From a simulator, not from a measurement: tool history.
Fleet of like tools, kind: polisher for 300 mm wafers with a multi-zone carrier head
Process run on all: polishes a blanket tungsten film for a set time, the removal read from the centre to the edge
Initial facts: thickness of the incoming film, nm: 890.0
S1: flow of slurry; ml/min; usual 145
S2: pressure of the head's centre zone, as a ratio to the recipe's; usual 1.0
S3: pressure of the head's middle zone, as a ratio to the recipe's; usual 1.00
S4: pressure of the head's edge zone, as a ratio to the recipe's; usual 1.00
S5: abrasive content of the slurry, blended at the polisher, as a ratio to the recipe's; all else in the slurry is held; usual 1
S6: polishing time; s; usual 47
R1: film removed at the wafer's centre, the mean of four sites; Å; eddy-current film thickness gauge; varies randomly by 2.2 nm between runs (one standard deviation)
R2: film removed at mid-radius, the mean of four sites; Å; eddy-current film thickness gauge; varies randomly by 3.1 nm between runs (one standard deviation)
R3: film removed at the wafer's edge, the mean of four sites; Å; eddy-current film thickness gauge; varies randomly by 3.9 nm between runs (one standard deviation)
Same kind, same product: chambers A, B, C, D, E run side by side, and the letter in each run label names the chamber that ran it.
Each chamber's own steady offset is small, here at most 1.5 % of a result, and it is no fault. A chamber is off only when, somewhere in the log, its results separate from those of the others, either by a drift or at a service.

Run 1B, hour 3.3: usual settings. Result: R1 2624.6 Å, R2 2577.6 Å, R3 2579.7 Å.
Run 2D, hour 7.0: usual settings. Result: R1 2617.5 Å, R2 2632.4 Å, R3 2549.1 Å.
At hour 7.5: chamber D: worn pad replaced by a new one.
Run 3C, hour 10.9: usual settings. Result: R1 2608.9 Å, R2 2606.6 Å, R3 2587.7 Å.
Run 4E, hour 15.8: usual settings. Result: R1 2608.9 Å, R2 2599.0 Å, R3 2579.1 Å.
Run 5A, hour 20.7: usual settings. Result: R1 2564.4 Å, R2 2608.2 Å, R3 2648.9 Å.
At hour 21.7: chamber C: centre zone pressure recalibrated.
Run 6B, hour 25.1: usual settings. Result: R1 2595.8 Å, R2 2563.8 Å, R3 2618.4 Å.
At hour 27.7: chamber B: worn pad replaced by a new one.
Run 7C, hour 29.9: usual settings but S2 0.9, S6 35 s. Result: R1 1742.1 Å, R2 1966.6 Å, R3 1973.7 Å.
Run 8E, hour 34.3: usual settings but S2 0.9, S6 35 s. Result: R1 1728.2 Å, R2 1940.7 Å, R3 1937.7 Å.
Run 9A, hour 38.5: usual settings but S2 0.9, S6 35 s. Result: R1 1729.5 Å, R2 1971.2 Å, R3 1960.2 Å.
Run 10D, hour 44.2: usual settings but S2 0.9, S6 35 s. Result: R1 1746.3 Å, R2 1929.7 Å, R3 1917.3 Å.
Run 11D, hour 48.8: usual settings but S2 0.9, S6 35 s. Result: R1 1759.8 Å, R2 1905.9 Å, R3 1922.5 Å.
Run 12C, hour 54.5: usual settings. Result: R1 2655.8 Å, R2 2595.7 Å, R3 2594.5 Å.
At hour 56.1: chamber A: worn pad replaced by a new one.
Run 13A, hour 57.6: usual settings but S3 1.08, S4 1.08. Result: R1 2603.4 Å, R2 2907.4 Å, R3 2717.3 Å.
Run 14B, hour 63.0: usual settings but S3 1.08, S4 1.08. Result: R1 2619.5 Å, R2 2742.0 Å, R3 2693.4 Å.
At hour 63.4: chamber D: centre zone pressure recalibrated.
Run 15E, hour 67.3: usual settings but S3 1.08, S4 1.08. Result: R1 2598.9 Å, R2 2854.3 Å, R3 2705.8 Å.
Run 16D, hour 71.6: usual settings but S3 1.08, S4 1.08. Result: R1 2627.4 Å, R2 2785.1 Å, R3 2721.8 Å.
Run 17A, hour 74.2: usual settings but S3 1.08, S4 1.08. Result: R1 2579.4 Å, R2 2856.5 Å, R3 2684.1 Å.
Run 18E, hour 77.8: usual settings. Result: R1 2598.5 Å, R2 2587.6 Å, R3 2674.6 Å.
Run 19C, hour 80.8: usual settings. Result: R1 2641.4 Å, R2 2594.7 Å, R3 2563.4 Å.
At hour 84.9: chamber C: worn pad replaced by a new one.
Run 20B, hour 85.5: usual settings. Result: R1 2646.4 Å, R2 2586.9 Å, R3 2515.5 Å.
At hour 88.7: chamber E: centre zone pressure recalibrated.
Run 21C, hour 88.9: usual settings. Result: R1 2620.2 Å, R2 2608.9 Å, R3 2700.3 Å.
At hour 93.0: chamber E: worn pad replaced by a new one.
Run 22A, hour 93.7: usual settings. Result: R1 2623.3 Å, R2 2615.8 Å, R3 2671.8 Å.
Run 23E, hour 97.3: usual settings. Result: R1 2771.1 Å, R2 2642.8 Å, R3 2622.7 Å.
Run 24D, hour 103.1: usual settings. Result: R1 2613.6 Å, R2 2561.2 Å, R3 2580.8 Å.
Run 25B, hour 106.2: usual settings. Result: R1 2596.2 Å, R2 2590.4 Å, R3 2618.1 Å.
Run 26D, hour 110.9: usual settings. Result: R1 2654.8 Å, R2 2551.1 Å, R3 2609.7 Å.
Run 27C, hour 116.3: usual settings. Result: R1 2631.6 Å, R2 2634.9 Å, R3 2671.5 Å.
At hour 120.1: chamber D: worn pad replaced by a new one.
Run 28B, hour 121.5: usual settings. Result: R1 2617.6 Å, R2 2610.8 Å, R3 2586.9 Å.
At hour 123.2: chamber D: edge zone pressure recalibrated.
Run 29E, hour 124.4: usual settings. Result: R1 2795.0 Å, R2 2632.4 Å, R3 2660.8 Å.
Run 30A, hour 128.7: usual settings. Result: R1 2598.5 Å, R2 2585.6 Å, R3 2639.7 Å.
Run 31C, hour 134.5: usual settings but S4 0.89. Result: R1 2642.9 Å, R2 2698.4 Å, R3 2515.8 Å.
Run 32D, hour 137.5: usual settings but S4 0.89. Result: R1 2629.8 Å, R2 2632.3 Å, R3 2423.2 Å.
Run 33B, hour 142.4: usual settings but S4 0.89. Result: R1 2643.8 Å, R2 2596.8 Å, R3 2454.4 Å.

Decide between three cases: one chamber stands off from its peers, the gauge reading all wafers drifts, or nothing is wrong past each chamber's small offset. Where a chamber is off, say which and what most likely put it there.

Chamber E has stood off from the others ever since a service on it.
Likeliest cause: centre zone's pressure above its setpoint, % = 6.47.

Which of the 4 candidates below, each the usual settings with something changed and its results left as question marks, puts chamber E back in line with what the other chambers give on the usual settings?
In-line tolerance around the mean of the other chambers on the usual settings: R1 77.0 Å; R2 110.0 Å; R3 130.0 Å
Run 34E-1, hour 146.5: usual settings but S1 140 ml/min, S2 0.95, S3 1.01, S4 1.01. Result: R1 ?, R2 ?, R3 ?.
Run 34E-2, hour 146.5: usual settings but S1 140 ml/min, S2 0.92, S3 1.02, S4 1.02, S6 46 s. Result: R1 ?, R2 ?, R3 ?.
Run 34E-3, hour 146.5: usual settings but S1 150 ml/min, S2 1.09, S3 0.98, S4 0.97, S6 48 s. Result: R1 ?, R2 ?, R3 ?.
Run 34E-4, hour 146.5: usual settings but S1 150 ml/min, S2 1.05, S3 0.99, S4 0.99. Result: R1 ?, R2 ?, R3 ?.

What the other chambers average on the usual settings: R1 2626.0 Å; R2 2610.9 Å; R3 2615.4 Å
  run      R1      R2      R3
34E-1  2618.3  2638.0  2647.3
34E-2  2474.3  2605.6  2604.0
34E-3  3153.0  2655.8  2674.8
34E-4  2965.2  2625.0  2646.5
Change 34E-1 lands the chamber within the allowed miss of the other chambers.

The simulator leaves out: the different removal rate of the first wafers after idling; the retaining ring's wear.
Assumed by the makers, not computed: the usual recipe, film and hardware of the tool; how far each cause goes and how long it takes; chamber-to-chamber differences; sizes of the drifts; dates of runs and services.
